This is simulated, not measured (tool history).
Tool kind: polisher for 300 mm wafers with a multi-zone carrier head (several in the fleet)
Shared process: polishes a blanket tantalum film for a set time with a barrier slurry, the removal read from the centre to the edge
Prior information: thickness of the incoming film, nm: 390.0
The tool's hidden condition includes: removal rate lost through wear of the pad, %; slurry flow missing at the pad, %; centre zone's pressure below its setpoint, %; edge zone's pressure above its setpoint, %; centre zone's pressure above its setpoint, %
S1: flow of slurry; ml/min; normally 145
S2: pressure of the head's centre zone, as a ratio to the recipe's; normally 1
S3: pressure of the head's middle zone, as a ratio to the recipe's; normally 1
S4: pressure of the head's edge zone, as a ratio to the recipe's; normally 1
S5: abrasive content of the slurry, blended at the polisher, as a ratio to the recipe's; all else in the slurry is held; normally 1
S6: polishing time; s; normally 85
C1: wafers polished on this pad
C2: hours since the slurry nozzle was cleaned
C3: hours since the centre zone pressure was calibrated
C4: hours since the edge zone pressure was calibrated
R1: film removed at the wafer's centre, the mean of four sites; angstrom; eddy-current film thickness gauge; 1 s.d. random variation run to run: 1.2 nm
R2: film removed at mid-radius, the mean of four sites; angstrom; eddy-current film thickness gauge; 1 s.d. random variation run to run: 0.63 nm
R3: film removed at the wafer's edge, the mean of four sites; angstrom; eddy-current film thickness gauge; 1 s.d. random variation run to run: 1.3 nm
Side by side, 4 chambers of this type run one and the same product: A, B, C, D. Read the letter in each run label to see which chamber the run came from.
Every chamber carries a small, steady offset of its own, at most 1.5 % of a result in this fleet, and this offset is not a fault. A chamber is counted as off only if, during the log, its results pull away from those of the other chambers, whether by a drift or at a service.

run	hour	S1	S2	S3	S4	S5	S6	C1	C2	C3	C4	R1	R2	R3
# hour 5.4: chamber C: worn pad replaced by a new one
1B	7.2	145	1	1	1	1	85	517	379.2	472.2	607.2	964.24	967.07	947.44
# hour 12.6: chamber C: slurry nozzle cleaned
# hour 15.8: chamber B: slurry nozzle cleaned
# hour 16.2: chamber A: worn pad replaced by a new one
2C	17.7	145	1	1	1	1	85	116	5.2	370.1	771.7	977.05	973.92	953.73
3D	23.3	145	1	1	1	1	85	932	620	951.9	436.5	974.44	943.65	976.8
# hour 29.3: chamber D: edge zone pressure recalibrated
4A	32.7	145	1	1	1	1	85	156	147.5	401.7	252.9	970.21	966.54	957.47
# hour 32.8: chamber D: worn pad replaced by a new one
5B	37.8	145	1	1	1	1	85	806	22.1	502.8	637.8	941	954.08	970.72
# hour 43.3: chamber B: worn pad replaced by a new one
6A	44.4	145	1	1	1	1	85	266	159.2	413.4	264.6	968.06	974.15	944.14
7C	50.8	145	1	1	1	1	85	429	38.3	403.2	804.8	958.26	968.83	944.15
8D	59.9	145	1	1	1	1	85	256	656.6	988.5	30.6	960.74	962.69	954.15
# hour 66.9: chamber C: worn pad replaced by a new one
9C	70.8	145	1	1	1	1	85	37	58.3	423.2	824.8	957.26	971.13	968.63
10D	76.9	145	1	1	1	1	85	416	673.6	1005.5	47.6	945.97	950.95	956.04
11A	86.3	145	1	1	1	1	85	662	201.1	455.3	306.5	954.9	964.32	943.85
12B	92.3	145	1	1	1	1	85	463	76.6	557.3	692.3	944.23	949.57	955.36
13D	98.3	145	1	1	1	1	85	619	695	1026.9	69	923.21	939.05	939.38
14B	108.4	145	1	1	1	1	85	615	92.7	573.4	708.4	960.27	948.15	963.08
15A	113.8	145	1	1	1.04	0.85	85	922	228.6	482.8	334	913.83	928.18	929.58
# hour 118.1: chamber C: worn pad replaced by a new one
# hour 121.9: chamber D: worn pad replaced by a new one
16C	123.4	145	1	1	1.04	0.85	85	50	110.9	475.8	877.4	900.69	920.58	921.36
# hour 123.6: chamber A: worn pad replaced by a new one
17B	129.5	145	1	1	1.04	0.85	85	814	113.8	594.5	729.5	913.06	905.17	951.99
# hour 133.1: chamber B: worn pad replaced by a new one
# hour 138.1: chamber A: slurry nozzle cleaned
18D	140.4	145	1	1	1.04	0.85	85	175	737.1	1069	111.1	855.44	862.27	904.1
19C	149.5	145	1	1	1	1	85	297	137	501.9	903.5	956.11	972.54	948.65
20A	155.5	145	1	1	1	1	85	301	17.4	524.5	375.7	965.11	982.15	932.6
21C	166.4	145	1	1	1	1	85	457	153.9	518.8	920.4	962.04	971.07	947.62
22D	172.4	145	1	1	1	1	85	477	769.1	1101	143.1	873.44	863.53	932.87
23B	181.4	145	1	1	1	1	85	456	165.7	646.4	781.4	953.65	946.55	968.93
# hour 182.1: chamber D: centre zone pressure recalibrated
24A	190.5	145	1	1	1	1	85	632	52.4	559.5	410.7	976.49	969.09	969.64
25D	195.7	145	1	1	1	1	85	697	792.4	13.6	166.4	840.75	848.06	890.81
26A	200.6	145	1	1	1	1	85	727	62.5	569.6	420.8	981.8	970.75	965.42

Read the log: is a single chamber off, either drifting away or since a service, is the gauge that measures every chamber drifting, or is nothing wrong beyond small per-chamber offsets? Name any odd chamber and what most likely caused it.

One chamber, D, drifts off from the rest bit by bit.
Likeliest cause: slurry flow missing at the pad, % = 41.9.

Below are 4 candidate recipes for chamber D's next run, each the usual settings with a change, their results shown as question marks. Which of them brings D's results back in line with what the other chambers give on the usual settings?
In line here means within this much of the mean the other chambers give on the usual settings: R1 43 angstrom; R2 22 angstrom; R3 44 angstrom
27D-1	208.5	120	0.95	0.93	1.06	0.95	71					?	?	?
27D-2	208.5	175	1.07	1.07	0.94	1.05	102					?	?	?
27D-3	208.5	130	0.97	0.97	1.03	1	78					?	?	?
27D-4	208.5	160	1.03	1.03	0.98	1	93					?	?	?

The other chambers' mean on the usual settings: R1 956.76 angstrom; R2 963.44 angstrom; R3 959.87 angstrom
run	R1	R2	R3
27D-1	585.65	595.46	714.21
27D-2	1146.9	1135.6	1072.9
27D-3	693.34	711.5	798.84
27D-4	959.38	960.96	969.7
27D-4 brings the chamber back in line.
